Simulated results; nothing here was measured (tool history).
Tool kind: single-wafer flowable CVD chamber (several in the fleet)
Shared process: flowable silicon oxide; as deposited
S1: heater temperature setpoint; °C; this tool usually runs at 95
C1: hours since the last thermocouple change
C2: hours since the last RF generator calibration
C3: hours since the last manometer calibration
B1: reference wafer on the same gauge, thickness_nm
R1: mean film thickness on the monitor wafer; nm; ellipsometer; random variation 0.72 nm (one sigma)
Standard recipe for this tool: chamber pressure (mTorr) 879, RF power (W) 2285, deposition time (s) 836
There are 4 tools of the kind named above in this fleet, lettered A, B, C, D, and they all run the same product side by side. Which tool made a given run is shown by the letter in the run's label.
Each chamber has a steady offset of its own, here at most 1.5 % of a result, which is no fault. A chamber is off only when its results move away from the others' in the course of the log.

{"run": "1B", "day": 0.188, "S1": 95, "chamber pressure (mTorr)": 879, "RF power (W)": 2285, "deposition time (s)": 836, "C1": 1330.6, "C2": 963.6, "C3": 10.5, "B1": 555.99, "R1": 687.15}
{"run": "2A", "day": 0.379, "S1": 95, "chamber pressure (mTorr)": 879, "RF power (W)": 2285, "deposition time (s)": 836, "C1": 177.8, "C2": 651, "C3": 344.6, "B1": 555.97, "R1": 692.21}
{"run": "3D", "day": 0.517, "S1": 95, "chamber pressure (mTorr)": 879, "RF power (W)": 2285, "deposition time (s)": 836, "C1": 831.5, "C2": 1232.7, "C3": 343.9, "B1": 555.87, "R1": 684.67}
{"run": "4C", "day": 0.688, "S1": 95, "chamber pressure (mTorr)": 879, "RF power (W)": 2285, "deposition time (s)": 836, "C1": 358.1, "C2": 1077.9, "C3": 2949.2, "B1": 555.67, "R1": 702.34}
{"day": 0.733, "done": "chamber B: RF generator calibrated"}
{"run": "5C", "day": 0.862, "S1": 95, "chamber pressure (mTorr)": 879, "RF power (W)": 2285, "deposition time (s)": 836, "C1": 362.3, "C2": 1082.1, "C3": 2953.4, "B1": 555.77, "R1": 702.6}
{"run": "6A", "day": 1.021, "S1": 95, "chamber pressure (mTorr)": 879, "RF power (W)": 2285, "deposition time (s)": 836, "C1": 193.2, "C2": 666.4, "C3": 360, "B1": 555.71, "R1": 693.05}
{"run": "7D", "day": 1.262, "S1": 87, "chamber pressure (mTorr)": 879, "RF power (W)": 1965, "deposition time (s)": 836, "C1": 849.4, "C2": 1250.6, "C3": 361.8, "B1": 555.88, "R1": 857.26}
{"run": "8B", "day": 1.517, "S1": 87, "chamber pressure (mTorr)": 879, "RF power (W)": 1965, "deposition time (s)": 836, "C1": 1362.5, "C2": 18.9, "C3": 42.4, "B1": 555.55, "R1": 861.82}
{"run": "9B", "day": 1.679, "S1": 87, "chamber pressure (mTorr)": 879, "RF power (W)": 1965, "deposition time (s)": 836, "C1": 1366.4, "C2": 22.8, "C3": 46.3, "B1": 555.55, "R1": 861.43}
{"run": "10A", "day": 1.846, "S1": 87, "chamber pressure (mTorr)": 879, "RF power (W)": 1965, "deposition time (s)": 836, "C1": 213, "C2": 686.2, "C3": 379.8, "B1": 555.59, "R1": 872.63}
{"run": "11C", "day": 2.158, "S1": 95, "chamber pressure (mTorr)": 879, "RF power (W)": 2285, "deposition time (s)": 711, "C1": 393.4, "C2": 1113.2, "C3": 2984.5, "B1": 555.43, "R1": 596.75}
{"run": "12D", "day": 2.329, "S1": 95, "chamber pressure (mTorr)": 879, "RF power (W)": 2285, "deposition time (s)": 711, "C1": 875, "C2": 1276.2, "C3": 387.4, "B1": 555.29, "R1": 581.12}
{"run": "13A", "day": 2.529, "S1": 95, "chamber pressure (mTorr)": 879, "RF power (W)": 2285, "deposition time (s)": 711, "C1": 229.4, "C2": 702.6, "C3": 396.2, "B1": 555.26, "R1": 587.45}
{"run": "14D", "day": 2.679, "S1": 95, "chamber pressure (mTorr)": 879, "RF power (W)": 2285, "deposition time (s)": 711, "C1": 883.4, "C2": 1284.6, "C3": 395.8, "B1": 555.24, "R1": 580.91}
{"run": "15B", "day": 2.925, "S1": 95, "chamber pressure (mTorr)": 879, "RF power (W)": 2285, "deposition time (s)": 836, "C1": 1396.3, "C2": 52.7, "C3": 76.2, "B1": 555.28, "R1": 688.21}
{"run": "16C", "day": 3.083, "S1": 95, "chamber pressure (mTorr)": 879, "RF power (W)": 2285, "deposition time (s)": 914, "C1": 415.6, "C2": 1135.4, "C3": 3006.7, "B1": 555.17, "R1": 766.4}
{"run": "17B", "day": 3.225, "S1": 95, "chamber pressure (mTorr)": 879, "RF power (W)": 2285, "deposition time (s)": 914, "C1": 1403.5, "C2": 59.9, "C3": 83.4, "B1": 555.26, "R1": 751.58}
{"run": "18D", "day": 3.454, "S1": 95, "chamber pressure (mTorr)": 879, "RF power (W)": 2285, "deposition time (s)": 914, "C1": 902, "C2": 1303.2, "C3": 414.4, "B1": 555.19, "R1": 748.16}
{"run": "19A", "day": 3.746, "S1": 95, "chamber pressure (mTorr)": 879, "RF power (W)": 2285, "deposition time (s)": 914, "C1": 258.6, "C2": 731.8, "C3": 425.4, "B1": 554.87, "R1": 755.62}
{"run": "20C", "day": 3.921, "S1": 95, "chamber pressure (mTorr)": 1002, "RF power (W)": 2285, "deposition time (s)": 836, "C1": 435.7, "C2": 1155.5, "C3": 3026.8, "B1": 554.94, "R1": 820.57}
{"run": "21D", "day": 4.104, "S1": 95, "chamber pressure (mTorr)": 1002, "RF power (W)": 2285, "deposition time (s)": 836, "C1": 917.6, "C2": 1318.8, "C3": 430, "B1": 555.06, "R1": 802.2}
{"run": "22A", "day": 4.35, "S1": 95, "chamber pressure (mTorr)": 1002, "RF power (W)": 2285, "deposition time (s)": 836, "C1": 273.1, "C2": 746.3, "C3": 439.9, "B1": 554.78, "R1": 812.04}
{"run": "23B", "day": 4.642, "S1": 95, "chamber pressure (mTorr)": 1002, "RF power (W)": 2285, "deposition time (s)": 836, "C1": 1437.5, "C2": 93.9, "C3": 117.4, "B1": 554.67, "R1": 805.85}
{"run": "24C", "day": 4.812, "S1": 95, "chamber pressure (mTorr)": 879, "RF power (W)": 2285, "deposition time (s)": 836, "C1": 457.1, "C2": 1176.9, "C3": 3048.2, "B1": 554.62, "R1": 700.63}
{"run": "25C", "day": 5.038, "S1": 95, "chamber pressure (mTorr)": 879, "RF power (W)": 2520, "deposition time (s)": 836, "C1": 462.5, "C2": 1182.3, "C3": 3053.6, "B1": 554.55, "R1": 712.18}
{"day": 5.062, "done": "chamber C: RF generator calibrated"}
{"day": 5.3, "done": "chamber C: capacitance manometer re-zeroed and calibrated"}
{"run": "26D", "day": 5.317, "S1": 95, "chamber pressure (mTorr)": 879, "RF power (W)": 2520, "deposition time (s)": 836, "C1": 946.7, "C2": 1347.9, "C3": 459.1, "B1": 554.69, "R1": 693.11}
{"run": "27A", "day": 5.467, "S1": 95, "chamber pressure (mTorr)": 879, "RF power (W)": 2520, "deposition time (s)": 836, "C1": 299.9, "C2": 773.1, "C3": 466.7, "B1": 554.6, "R1": 699.96}
{"run": "28B", "day": 5.746, "S1": 95, "chamber pressure (mTorr)": 879, "RF power (W)": 2520, "deposition time (s)": 836, "C1": 1464, "C2": 120.4, "C3": 143.9, "B1": 554.39, "R1": 696.83}
{"run": "29D", "day": 5.954, "S1": 95, "chamber pressure (mTorr)": 879, "RF power (W)": 2285, "deposition time (s)": 836, "C1": 962, "C2": 1363.2, "C3": 474.4, "B1": 554.41, "R1": 682.23}
{"run": "30C", "day": 6.142, "S1": 95, "chamber pressure (mTorr)": 1088, "RF power (W)": 2285, "deposition time (s)": 836, "C1": 489, "C2": 26, "C3": 20.3, "B1": 554.34, "R1": 903.71}
{"day": 6.233, "done": "chamber D: RF generator calibrated"}
{"run": "31A", "day": 6.3, "S1": 95, "chamber pressure (mTorr)": 1088, "RF power (W)": 2285, "deposition time (s)": 836, "C1": 319.9, "C2": 793.1, "C3": 486.7, "B1": 554.18, "R1": 894.18}
{"run": "32B", "day": 6.433, "S1": 95, "chamber pressure (mTorr)": 1088, "RF power (W)": 2285, "deposition time (s)": 836, "C1": 1480.5, "C2": 136.9, "C3": 160.4, "B1": 554.19, "R1": 883.69}
{"run": "33D", "day": 6.654, "S1": 95, "chamber pressure (mTorr)": 1088, "RF power (W)": 2285, "deposition time (s)": 836, "C1": 978.8, "C2": 10.1, "C3": 491.2, "B1": 554.21, "R1": 881.37}
{"run": "34B", "day": 6.854, "S1": 95, "chamber pressure (mTorr)": 879, "RF power (W)": 2285, "deposition time (s)": 836, "C1": 1490.6, "C2": 147, "C3": 170.5, "B1": 554.19, "R1": 685.87}
{"run": "35A", "day": 7.142, "S1": 95, "chamber pressure (mTorr)": 879, "RF power (W)": 2285, "deposition time (s)": 836, "C1": 340.1, "C2": 813.3, "C3": 506.9, "B1": 553.9, "R1": 690.41}
{"run": "36C", "day": 7.433, "S1": 95, "chamber pressure (mTorr)": 879, "RF power (W)": 2560, "deposition time (s)": 923, "C1": 520, "C2": 57, "C3": 51.3, "B1": 554.14, "R1": 784.43}
{"run": "37C", "day": 7.608, "S1": 95, "chamber pressure (mTorr)": 879, "RF power (W)": 2560, "deposition time (s)": 923, "C1": 524.2, "C2": 61.2, "C3": 55.5, "B1": 554.02, "R1": 785.12}
{"run": "38B", "day": 7.912, "S1": 95, "chamber pressure (mTorr)": 879, "RF power (W)": 2560, "deposition time (s)": 923, "C1": 1516, "C2": 172.4, "C3": 195.9, "B1": 553.83, "R1": 769.51}
{"run": "39D", "day": 8.096, "S1": 95, "chamber pressure (mTorr)": 879, "RF power (W)": 2560, "deposition time (s)": 923, "C1": 1013.4, "C2": 44.7, "C3": 525.8, "B1": 553.74, "R1": 764.11}
{"run": "40A", "day": 8.308, "S1": 95, "chamber pressure (mTorr)": 879, "RF power (W)": 2285, "deposition time (s)": 836, "C1": 368.1, "C2": 841.3, "C3": 534.9, "B1": 553.83, "R1": 689.54}
{"run": "41C", "day": 8.467, "S1": 95, "chamber pressure (mTorr)": 879, "RF power (W)": 2285, "deposition time (s)": 836, "C1": 544.8, "C2": 81.8, "C3": 76.1, "B1": 553.62, "R1": 699.56}
{"run": "42D", "day": 8.638, "S1": 89, "chamber pressure (mTorr)": 768, "RF power (W)": 2285, "deposition time (s)": 836, "C1": 1026.4, "C2": 57.7, "C3": 538.8, "B1": 553.56, "R1": 696.59}

Each of the 4 chambers runs these same settings next. Fill in every chamber's results:
{"run": "43A", "day": 8.862, "S1": 95, "chamber pressure (mTorr)": 879, "RF power (W)": 2285, "deposition time (s)": 836, "R1": "?"}
{"run": "43B", "day": 8.862, "S1": 95, "chamber pressure (mTorr)": 879, "RF power (W)": 2285, "deposition time (s)": 836, "R1": "?"}
{"run": "43C", "day": 8.862, "S1": 95, "chamber pressure (mTorr)": 879, "RF power (W)": 2285, "deposition time (s)": 836, "R1": "?"}
{"run": "43D", "day": 8.862, "S1": 95, "chamber pressure (mTorr)": 879, "RF power (W)": 2285, "deposition time (s)": 836, "R1": "?"}

run=43A R1=689.47
run=43B R1=685.87
run=43C R1=698.99
run=43D R1=681.78
